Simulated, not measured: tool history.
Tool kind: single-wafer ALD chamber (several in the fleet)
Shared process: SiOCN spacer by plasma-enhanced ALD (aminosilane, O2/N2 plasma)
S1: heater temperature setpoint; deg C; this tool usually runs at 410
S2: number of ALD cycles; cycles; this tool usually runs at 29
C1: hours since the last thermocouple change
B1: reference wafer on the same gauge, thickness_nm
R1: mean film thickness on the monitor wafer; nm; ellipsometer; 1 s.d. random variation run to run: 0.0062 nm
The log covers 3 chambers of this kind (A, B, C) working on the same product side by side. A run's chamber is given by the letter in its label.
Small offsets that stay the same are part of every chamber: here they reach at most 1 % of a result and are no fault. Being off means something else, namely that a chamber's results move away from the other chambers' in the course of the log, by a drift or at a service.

Run 1B, hour 4.2: usual settings; C1 1192.3; B1 1.7395. Result: R1 1.7054 nm.
Run 2A, hour 7.6: usual settings; C1 1776.9; B1 1.7407. Result: R1 1.7153 nm.
Run 3C, hour 10.7: usual settings; C1 1261.3; B1 1.7401. Result: R1 1.7022 nm.
Run 4A, hour 14.5: usual settings; C1 1783.8; B1 1.7408. Result: R1 1.7133 nm.
Run 5C, hour 17.9: usual settings; C1 1268.5; B1 1.7393. Result: R1 1.7162 nm.
Run 6B, hour 22.4: usual settings; C1 1210.5; B1 1.7384. Result: R1 1.7073 nm.
Run 7B, hour 24.8: usual settings but S2 32 cycles; C1 1212.9; B1 1.7391. Result: R1 1.8955 nm.
Run 8A, hour 28.5: usual settings but S2 32 cycles; C1 1797.8; B1 1.7379. Result: R1 1.8984 nm.
Run 9C, hour 31.3: usual settings but S2 32 cycles; C1 1281.9; B1 1.7392. Result: R1 1.8769 nm.
Run 10B, hour 33.8: usual settings; C1 1221.9; B1 1.7387. Result: R1 1.7083 nm.
Run 11A, hour 36: usual settings; C1 1805.3; B1 1.741. Result: R1 1.7167 nm.
Run 12C, hour 39.1: usual settings; C1 1289.7; B1 1.7409. Result: R1 1.7012 nm.
Run 13A, hour 43.5: usual settings; C1 1812.8; B1 1.7411. Result: R1 1.7069 nm.
Run 14B, hour 48.2: usual settings; C1 1236.3; B1 1.7393. Result: R1 1.7136 nm.
Run 15C, hour 50.6: usual settings; C1 1301.2; B1 1.7397. Result: R1 1.7061 nm.
Run 16B, hour 53.4: usual settings; C1 1241.5; B1 1.7401. Result: R1 1.7176 nm.
Run 17A, hour 56.5: usual settings; C1 1825.8; B1 1.7403. Result: R1 1.7087 nm.
Run 18C, hour 58.9: usual settings; C1 1309.5; B1 1.7407. Result: R1 1.7027 nm.
Run 19C, hour 63: usual settings; C1 1313.6; B1 1.7401. Result: R1 1.7033 nm.
Run 20B, hour 66: usual settings; C1 1254.1; B1 1.7403. Result: R1 1.7136 nm.
Run 21A, hour 68.7: usual settings; C1 1838; B1 1.7409. Result: R1 1.7153 nm.
Run 22A, hour 70.8: usual settings; C1 1840.1; B1 1.7404. Result: R1 1.7104 nm.
Run 23C, hour 74.8: usual settings; C1 1325.4; B1 1.7416. Result: R1 1.6953 nm.
Run 24B, hour 77.5: usual settings; C1 1265.6; B1 1.7393. Result: R1 1.7094 nm.

Each of the 3 chambers runs these same settings next. Fill in every chamber's results:
Run 25A, hour 80.8: usual settings but S2 34 cycles. Result: R1 ?.
Run 25B, hour 80.8: usual settings but S2 34 cycles. Result: R1 ?.
Run 25C, hour 80.8: usual settings but S2 34 cycles. Result: R1 ?.

run      R1
25A  2.0037
25B  2.0024
25C   1.994

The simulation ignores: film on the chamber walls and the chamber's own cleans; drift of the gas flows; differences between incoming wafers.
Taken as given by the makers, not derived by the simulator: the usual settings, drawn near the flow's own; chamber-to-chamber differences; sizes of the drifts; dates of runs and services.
